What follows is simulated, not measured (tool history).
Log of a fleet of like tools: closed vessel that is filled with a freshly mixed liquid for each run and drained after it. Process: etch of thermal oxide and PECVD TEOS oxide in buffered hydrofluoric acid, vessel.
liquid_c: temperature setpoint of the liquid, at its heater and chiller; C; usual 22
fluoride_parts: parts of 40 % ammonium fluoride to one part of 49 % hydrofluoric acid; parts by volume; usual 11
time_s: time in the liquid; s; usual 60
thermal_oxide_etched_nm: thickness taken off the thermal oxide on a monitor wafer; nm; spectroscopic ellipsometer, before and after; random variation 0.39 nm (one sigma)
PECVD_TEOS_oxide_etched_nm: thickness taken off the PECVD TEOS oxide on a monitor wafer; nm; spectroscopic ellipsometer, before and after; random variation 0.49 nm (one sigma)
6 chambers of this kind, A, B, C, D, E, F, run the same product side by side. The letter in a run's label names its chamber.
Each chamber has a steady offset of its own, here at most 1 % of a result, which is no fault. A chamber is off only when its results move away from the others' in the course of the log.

| run | day | liquid_c | fluoride_parts | time_s | read-back film thickness of the thermal oxide reference wafer, read on the same gauge (nm) | read-back film thickness of the PECVD TEOS oxide reference wafer, read on the same gauge (nm) | thermal_oxide_etched_nm | PECVD_TEOS_oxide_etched_nm |
|---|---|---|---|---|---|---|---|---|
|  | 0.188 | chamber A: hydrofluoric acid flow meter replaced |
| 1D | 0.208 | 22 | 11 | 60 | 60.012 | 110.02 | 56.323 | 98.563 |
| 2B | 0.479 | 22 | 11 | 60 | 59.998 | 110 | 56.006 | 98.721 |
| 3F | 0.7 | 22 | 11 | 60 | 60.01 | 110.01 | 56.494 | 97.908 |
| 4E | 0.962 | 22 | 11 | 60 | 59.988 | 110 | 56.428 | 99.008 |
| 5A | 1.279 | 22 | 11 | 60 | 59.995 | 110 | 56.372 | 97.698 |
| 6C | 1.592 | 24.5 | 11 | 60 | 59.99 | 110 | 63.747 | 113.97 |
| 7F | 1.771 | 24.5 | 11 | 60 | 59.999 | 110 | 64.447 | 113.55 |
| 8D | 2.021 | 24.5 | 11 | 60 | 60.03 | 110 | 64.772 | 113.57 |
| 9A | 2.321 | 24.5 | 11 | 60 | 59.99 | 110 | 64.557 | 112.63 |
| 10B | 2.592 | 24.5 | 11 | 60 | 59.99 | 110.01 | 64.5 | 112.46 |
| 11C | 2.933 | 24.5 | 11 | 60 | 59.996 | 110.02 | 63.885 | 112.85 |
| 12E | 3.138 | 22 | 11 | 60 | 59.998 | 110.02 | 56.175 | 99.119 |
| 13C | 3.379 | 22 | 11 | 60 | 60.017 | 110.02 | 55.899 | 99.603 |
| 14A | 3.65 | 26.5 | 11 | 60 | 59.976 | 110.01 | 71.616 | 126.2 |
| 15F | 3.983 | 26.5 | 11 | 60 | 60.018 | 110 | 70.89 | 125.02 |
| 16D | 4.288 | 26.5 | 11 | 60 | 59.993 | 110 | 72.122 | 125.89 |
| 17B | 4.521 | 26.5 | 11 | 60 | 60.008 | 110.01 | 71.565 | 125.42 |
| 18E | 4.829 | 26.5 | 11 | 60 | 60.029 | 110.01 | 71.882 | 126.71 |
| 19C | 5.117 | 26.5 | 11 | 60 | 59.975 | 109.98 | 71.893 | 125.71 |
| 20A | 5.483 | 22 | 11 | 60 | 60.01 | 110.01 | 56.297 | 98.97 |
| 21E | 5.725 | 17.5 | 11 | 45 | 59.994 | 109.99 | 32.911 | 57.827 |
| 22B | 6.054 | 17.5 | 11 | 45 | 60.004 | 110 | 32.931 | 57.313 |
| 23D | 6.425 | 17.5 | 11 | 45 | 59.999 | 109.99 | 32.609 | 58.013 |
| 24F | 6.621 | 17.5 | 11 | 45 | 60.009 | 109.98 | 32.628 | 57.731 |
| 25B | 6.971 | 17.5 | 11 | 45 | 59.992 | 110 | 32.634 | 57.423 |
| 26F | 7.317 | 17.5 | 11 | 45 | 59.98 | 110.02 | 33.309 | 57.384 |
| 27A | 7.512 | 22 | 11 | 60 | 60.008 | 110 | 55.838 | 97.804 |
| 28D | 7.854 | 22 | 11 | 60 | 59.99 | 110 | 56.201 | 98.944 |
| 29E | 8.171 | 18.5 | 9.5 | 60 | 59.992 | 110.01 | 53.069 | 92.077 |
| 30C | 8.375 | 18.5 | 9.5 | 60 | 60.005 | 110.01 | 51.823 | 91.88 |
| 31B | 8.629 | 18.5 | 9.5 | 60 | 59.99 | 109.99 | 52.867 | 91.761 |
| 32E | 8.904 | 18.5 | 9.5 | 60 | 60.023 | 110.02 | 52.751 | 92.254 |
| 33D | 9.142 | 18.5 | 9.5 | 60 | 60.028 | 110 | 52.738 | 93.08 |
| 34C | 9.404 | 18.5 | 9.5 | 60 | 60.033 | 110.01 | 52.234 | 91.738 |
| 35F | 9.642 | 22 | 11 | 60 | 60.002 | 110 | 56.033 | 97.851 |
| 36A | 9.929 | 22 | 11 | 60 | 59.967 | 110.01 | 56.995 | 97.887 |

Is one chamber off against the others, does the gauge drift, or is nothing wrong? If a chamber is off, say which, and what the likeliest cause is.

No chamber stands off beyond its own small offset, and the gauge holds steady.
